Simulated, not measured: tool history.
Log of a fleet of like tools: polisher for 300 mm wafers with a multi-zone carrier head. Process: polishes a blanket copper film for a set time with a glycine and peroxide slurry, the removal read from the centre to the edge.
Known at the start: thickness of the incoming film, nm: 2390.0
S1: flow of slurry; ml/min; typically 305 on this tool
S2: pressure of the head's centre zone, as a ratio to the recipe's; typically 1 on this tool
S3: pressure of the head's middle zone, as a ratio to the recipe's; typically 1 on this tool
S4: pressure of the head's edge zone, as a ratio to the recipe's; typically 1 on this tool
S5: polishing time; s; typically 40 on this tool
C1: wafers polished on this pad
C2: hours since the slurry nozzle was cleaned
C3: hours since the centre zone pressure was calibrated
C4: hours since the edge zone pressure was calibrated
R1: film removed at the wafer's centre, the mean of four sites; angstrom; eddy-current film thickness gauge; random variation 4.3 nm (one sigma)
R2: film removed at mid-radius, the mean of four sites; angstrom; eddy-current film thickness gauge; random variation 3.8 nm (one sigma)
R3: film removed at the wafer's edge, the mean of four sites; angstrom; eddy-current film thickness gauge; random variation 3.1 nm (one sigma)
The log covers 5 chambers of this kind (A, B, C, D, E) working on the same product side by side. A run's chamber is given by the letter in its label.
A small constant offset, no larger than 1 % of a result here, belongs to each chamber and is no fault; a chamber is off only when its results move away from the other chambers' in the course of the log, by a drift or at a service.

run	hour	S1	S2	S3	S4	S5	C1	C2	C3	C4	R1	R2	R3
1A	12.6	305	1	1	1	40	864	919.7	139.1	241.5	2982.3	2974	3008.9
# hour 16.3: chamber C: centre zone pressure recalibrated
# hour 20.1: chamber A: slurry nozzle cleaned
# hour 21.3: chamber A: worn pad replaced by a new one
2B	22	305	1	1	1	40	224	535.2	627.7	294.3	3045.2	3079.6	2988.4
3E	28.1	305	1	1	1	40	982	99.9	226.4	656.5	3093.9	3062.7	3043
# hour 32.5: chamber E: worn pad replaced by a new one
4D	34.6	305	1	1	1	40	629	199.5	275.5	301.3	2948.6	3096.9	3065.4
# hour 40.8: chamber C: worn pad replaced by a new one
5C	42.1	305	1	0.96	1	40	13	128.7	25.8	350.3	3058.9	3035.8	3044.4
6C	49.8	305	1	0.96	1	40	91	136.4	33.5	358	3073.4	2915.9	3031.7
7B	58.5	305	1	0.96	1	40	594	571.7	664.2	330.8	3027.7	2932.7	3018.3
8D	64.3	305	1	0.96	1	40	930	229.2	305.2	331	3111.9	3000.6	3063.9
# hour 76.5: chamber D: worn pad replaced by a new one
# hour 76.9: chamber B: worn pad replaced by a new one
9A	76.9	305	1	0.96	1	40	564	56.9	203.4	305.8	3098	2923.6	3087.6
10E	86.2	305	1	1	1	40	544	158	284.5	714.6	3026	3069.8	3070.2
11C	99.2	305	1	1	1	40	592	185.8	82.9	407.4	3051.4	3060.1	3066.1
# hour 104.9: chamber C: worn pad replaced by a new one
12A	107.3	305	1	1	1	40	872	87.3	233.8	336.2	3139.3	3098.8	3033.3
# hour 113.7: chamber A: worn pad replaced by a new one
13E	114.7	305	1	1	1	40	833	186.5	313	743.1	3084	3000.3	3047.6
14D	122.4	305	0.91	1.05	1	40	466	287.3	363.3	389.1	2814.8	3129.6	3080.9
# hour 125.8: chamber E: worn pad replaced by a new one
15B	135.4	305	0.91	1.05	1	40	593	648.6	741.1	407.7	2747.6	3125.8	3057.7
# hour 136.8: chamber B: slurry nozzle cleaned
# hour 137.9: chamber D: centre zone pressure recalibrated
# hour 142.4: chamber C: edge zone pressure recalibrated
16D	146.2	305	0.91	1.05	1	40	707	311.1	8.3	412.9	2352.6	3165.3	3075.5
17B	157.3	305	0.91	1.05	1	40	815	20.5	763	429.6	2730.7	3162.1	3018.3
# hour 159.8: chamber B: worn pad replaced by a new one
# hour 165.1: chamber C: worn pad replaced by a new one
18A	167	305	0.91	1.05	1	40	540	147	293.5	395.9	2713.3	3191.6	3045.1
19C	172.9	305	1	1	1	40	79	259.5	156.6	30.5	3012	3103.3	3010.5
20E	182.4	235	1	1	1	40	573	254.2	380.7	810.8	2925.2	2992.6	2978.6
21D	188.7	235	1	1	1	40	1138	353.6	50.8	455.4	2598.9	2994.4	3015.6
22E	195.7	235	1	1	1	40	708	267.5	394	824.1	2900.3	2956.2	2962.5
# hour 200.2: chamber A: worn pad replaced by a new one
# hour 201.3: chamber D: worn pad replaced by a new one
23B	201.9	235	1	1	1	40	426	65.1	807.6	474.2	2959.8	2944.1	2953.1
# hour 204.9: chamber D: edge zone pressure recalibrated
24A	211.7	235	1	1	1	40	117	191.7	338.2	440.6	2952.4	2980.2	2998.2
# hour 218.7: chamber E: worn pad replaced by a new one
25C	222.1	255	1	1	0.95	40	578	308.7	205.8	79.7	2978.6	3019.8	2888.8
26E	229.6	255	1	1	0.95	40	110	301.4	427.9	858	2987.6	2902.1	2916.7
27B	239.2	255	1	1	0.95	40	804	102.4	844.9	511.5	2966.3	2944.9	2948.1
# hour 240.1: chamber C: worn pad replaced by a new one
# hour 249.3: chamber B: worn pad replaced by a new one
28C	251.8	255	1	1	0.95	40	118	338.4	235.5	109.4	3048.5	3090.8	2951.6
29D	258.9	255	1	1	0.95	40	584	423.8	121	54	2608	3014.6	2938.5
30A	271	305	1	1	1	40	718	251	397.5	499.9	3072.4	3040.3	3053
31C	281.7	305	1	1	1	32	421	368.3	265.4	139.3	2469.9	2472.3	2445
# hour 282.9: chamber A: worn pad replaced by a new one
32A	291.2	305	1	1	1	32	84	271.2	417.7	520.1	2456.5	2396	2383.9
33E	301.2	305	1	1	1	32	836	373	499.5	929.6	2437.2	2453.1	2373.4
# hour 302.1: chamber C: worn pad replaced by a new one
34B	310.5	305	1	1	1	32	620	173.7	916.2	582.8	2461	2402	2438.3
# hour 315.4: chamber D: worn pad replaced by a new one
35D	322	305	1	1	1	32	67	486.9	184.1	117.1	2158.6	2429.7	2419
# hour 327.3: chamber B: worn pad replaced by a new one
36C	329.5	305	1	1	1	40	278	416.1	313.2	187.1	3036.3	3141.1	3076
37B	339	305	1	1	1	40	118	202.2	944.7	611.3	3050	3017.8	3031.1
# hour 347.6: chamber A: edge zone pressure recalibrated
38A	351.5	305	1	1.11	1	27	695	331.5	478	4	2063.2	2240.8	2040.4

Read the log: is a single chamber off, either drifting away or since a service, is the gauge that measures every chamber drifting, or is nothing wrong beyond small per-chamber offsets? Name any odd chamber and what most likely caused it.

A service left chamber D off against the others.
Likeliest cause: centre zone's pressure below its setpoint, % = 11.1.

Below are 4 candidate recipes for chamber D's next run, each the usual settings with a change, their results shown as question marks. Which of them brings D's results back in line with what the other chambers give on the usual settings?
In-line tolerance around the mean of the other chambers on the usual settings: R1 150 angstrom; R2 130 angstrom; R3 110 angstrom
39D-1	361	305	1.03	1	0.99	40					?	?	?
39D-2	361	300	0.9	1.01	1.04	40					?	?	?
39D-3	361	305	0.97	1	1.01	40					?	?	?
39D-4	361	310	1.1	0.99	0.96	40					?	?	?

The mean the other chambers reach with the usual settings: R1 3042.4 angstrom; R2 3050.8 angstrom; R3 3039.6 angstrom
run	R1	R2	R3
39D-1	2756.6	3067.5	3070
39D-2	2366.9	3092.7	3147.9
39D-3	2578.6	3068.3	3103
39D-4	2969.1	3042.8	3024.7
It is 39D-4 that realigns the chamber with its peers.
